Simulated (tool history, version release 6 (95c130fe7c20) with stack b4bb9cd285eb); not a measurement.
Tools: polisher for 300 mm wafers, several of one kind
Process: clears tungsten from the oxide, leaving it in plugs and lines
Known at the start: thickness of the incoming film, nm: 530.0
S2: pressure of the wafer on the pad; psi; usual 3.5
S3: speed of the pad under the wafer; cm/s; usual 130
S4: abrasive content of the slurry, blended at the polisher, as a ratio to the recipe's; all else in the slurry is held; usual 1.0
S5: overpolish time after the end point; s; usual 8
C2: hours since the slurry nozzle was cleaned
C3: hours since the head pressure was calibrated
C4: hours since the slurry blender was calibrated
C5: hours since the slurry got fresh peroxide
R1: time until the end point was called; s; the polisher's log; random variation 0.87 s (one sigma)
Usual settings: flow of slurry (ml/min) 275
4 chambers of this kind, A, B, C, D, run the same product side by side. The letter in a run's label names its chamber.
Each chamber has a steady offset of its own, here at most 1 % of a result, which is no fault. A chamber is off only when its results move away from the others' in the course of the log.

run 1D day=0.288 | flow_of_slurry_(ml/min)=275 S2=3.5 S3=130 S4=1.0 S5=8 | wafers_polished_on_this_pad=509 C2=172.3 C3=193.0 C4=132.2 C5=145.9 | R1=96.714
-- day=0.300 chamber C: slurry tank refilled with fresh slurry and peroxide
run 2B day=0.546 | flow_of_slurry_(ml/min)=275 S2=3.5 S3=130 S4=1.0 S5=8 | wafers_polished_on_this_pad=1535 C2=297.4 C3=685.2 C4=23.1 C5=110.8 | R1=95.984
run 3A day=0.812 | flow_of_slurry_(ml/min)=275 S2=3.5 S3=130 S4=1.0 S5=8 | wafers_polished_on_this_pad=496 C2=215.3 C3=1102.3 C4=72.9 C5=71.0 | R1=97.771
-- day=0.917 chamber C: worn pad replaced by a new one
-- day=0.921 chamber B: worn pad replaced by a new one
run 4C day=1.104 | flow_of_slurry_(ml/min)=275 S2=3.5 S3=130 S4=1.0 S5=8 | wafers_polished_on_this_pad=33 C2=346.4 C3=1243.1 C4=263.3 C5=19.4 | R1=95.516
-- day=1.129 chamber C: slurry blender recalibrated
run 5D day=1.288 | flow_of_slurry_(ml/min)=275 S2=3.5 S3=130 S4=1.0 S5=8 | wafers_polished_on_this_pad=685 C2=196.3 C3=217.0 C4=156.2 C5=169.9 | R1=96.259
-- day=1.396 chamber A: slurry blender recalibrated
-- day=1.412 chamber B: slurry tank refilled with fresh slurry and peroxide
run 6B day=1.575 | flow_of_slurry_(ml/min)=275 S2=3.5 S3=130 S4=1.2 S5=8 | wafers_polished_on_this_pad=115 C2=322.1 C3=709.9 C4=47.8 C5=3.9 | R1=91.474
run 7C day=1.754 | flow_of_slurry_(ml/min)=275 S2=3.5 S3=130 S4=1.2 S5=8 | wafers_polished_on_this_pad=147 C2=362.0 C3=1258.7 C4=15.1 C5=35.0 | R1=92.104
-- day=1.758 chamber C: head pressure recalibrated
run 8A day=1.958 | flow_of_slurry_(ml/min)=275 S2=3.5 S3=130 S4=1.2 S5=8 | wafers_polished_on_this_pad=698 C2=242.8 C3=1129.8 C4=13.6 C5=98.5 | R1=91.702
run 9C day=2.092 | flow_of_slurry_(ml/min)=275 S2=3.5 S3=130 S4=1.2 S5=8 | wafers_polished_on_this_pad=207 C2=370.1 C3=8.1 C4=23.2 C5=43.1 | R1=90.286
-- day=2.171 chamber A: slurry nozzle cleaned
-- day=2.183 chamber D: slurry tank refilled with fresh slurry and peroxide
run 10A day=2.233 | flow_of_slurry_(ml/min)=275 S2=3.5 S3=130 S4=1.0 S5=8 | wafers_polished_on_this_pad=746 C2=1.5 C3=1136.4 C4=20.2 C5=105.1 | R1=95.628
-- day=2.246 chamber A: slurry tank refilled with fresh slurry and peroxide
-- day=2.308 chamber C: slurry tank refilled with fresh slurry and peroxide
-- day=2.329 chamber A: worn pad replaced by a new one
run 11D day=2.450 | flow_of_slurry_(ml/min)=275 S2=3.5 S3=130 S4=1.0 S5=8 | wafers_polished_on_this_pad=890 C2=224.2 C3=244.9 C4=184.1 C5=6.5 | R1=96.377
-- day=2.467 chamber D: worn pad replaced by a new one
-- day=2.621 chamber A: head pressure recalibrated
run 12B day=2.683 | flow_of_slurry_(ml/min)=330 S2=3.5 S3=130 S4=1.0 S5=8 | wafers_polished_on_this_pad=311 C2=348.7 C3=736.5 C4=74.4 C5=30.5 | R1=95.377
run 13C day=2.912 | flow_of_slurry_(ml/min)=330 S2=3.5 S3=130 S4=1.0 S5=8 | wafers_polished_on_this_pad=351 C2=389.8 C3=27.8 C4=42.9 C5=14.5 | R1=93.894
run 14A day=3.146 | flow_of_slurry_(ml/min)=330 S2=3.5 S3=130 S4=1.0 S5=8 | wafers_polished_on_this_pad=144 C2=23.4 C3=12.7 C4=42.1 C5=21.6 | R1=84.947
-- day=3.233 chamber D: slurry nozzle cleaned
run 15B day=3.388 | flow_of_slurry_(ml/min)=330 S2=3.5 S3=130 S4=1.0 S5=8 | wafers_polished_on_this_pad=435 C2=365.6 C3=753.4 C4=91.3 C5=47.4 | R1=93.937
run 16D day=3.654 | flow_of_slurry_(ml/min)=275 S2=3.5 S3=130 S4=1.0 S5=8 | wafers_polished_on_this_pad=209 C2=10.2 C3=273.8 C4=213.0 C5=35.4 | R1=96.733
run 17C day=3.896 | flow_of_slurry_(ml/min)=275 S2=3.5 S3=130 S4=1.0 S5=8 | wafers_polished_on_this_pad=525 C2=413.4 C3=51.4 C4=66.5 C5=38.1 | R1=96.067
run 18A day=4.188 | flow_of_slurry_(ml/min)=275 S2=3.5 S3=130 S4=1.0 S5=8 | wafers_polished_on_this_pad=328 C2=48.4 C3=37.7 C4=67.1 C5=46.6 | R1=86.666
run 19D day=4.350 | flow_of_slurry_(ml/min)=275 S2=3.5 S3=130 S4=1.0 S5=8 | wafers_polished_on_this_pad=332 C2=26.9 C3=290.5 C4=229.7 C5=52.1 | R1=96.606
-- day=4.417 chamber B: head pressure recalibrated
-- day=4.508 chamber C: slurry tank refilled with fresh slurry and peroxide
run 20B day=4.658 | flow_of_slurry_(ml/min)=275 S2=3.5 S3=130 S4=1.0 S5=8 | wafers_polished_on_this_pad=659 C2=396.1 C3=5.8 C4=121.8 C5=77.9 | R1=95.608
run 21C day=4.867 | flow_of_slurry_(ml/min)=275 S2=3.5 S3=130 S4=1.0 S5=8 | wafers_polished_on_this_pad=696 C2=436.7 C3=74.7 C4=89.8 C5=8.6 | R1=96.613
run 22D day=5.008 | flow_of_slurry_(ml/min)=275 S2=3.5 S3=130 S4=1.0 S5=8 | wafers_polished_on_this_pad=448 C2=42.7 C3=306.3 C4=245.5 C5=67.9 | R1=95.344
run 23B day=5.162 | flow_of_slurry_(ml/min)=275 S2=3.5 S3=130 S4=1.0 S5=8 | wafers_polished_on_this_pad=748 C2=408.2 C3=17.9 C4=133.9 C5=90.0 | R1=96.468
run 24A day=5.325 | flow_of_slurry_(ml/min)=275 S2=3.5 S3=130 S4=1.0 S5=8 | wafers_polished_on_this_pad=528 C2=75.7 C3=65.0 C4=94.4 C5=73.9 | R1=88.225

All 4 chambers run these settings next. Forecast each chamber's results:
run 25A day=5.542 | flow_of_slurry_(ml/min)=275 S2=3.5 S3=130 S4=1.0 S5=8 | R1=?
run 25B day=5.542 | flow_of_slurry_(ml/min)=275 S2=3.5 S3=130 S4=1.0 S5=8 | R1=?
run 25C day=5.542 | flow_of_slurry_(ml/min)=275 S2=3.5 S3=130 S4=1.0 S5=8 | R1=?
run 25D day=5.542 | flow_of_slurry_(ml/min)=275 S2=3.5 S3=130 S4=1.0 S5=8 | R1=?

run=25A R1=86.260
run=25B R1=96.425
run=25C R1=95.870
run=25D R1=97.472
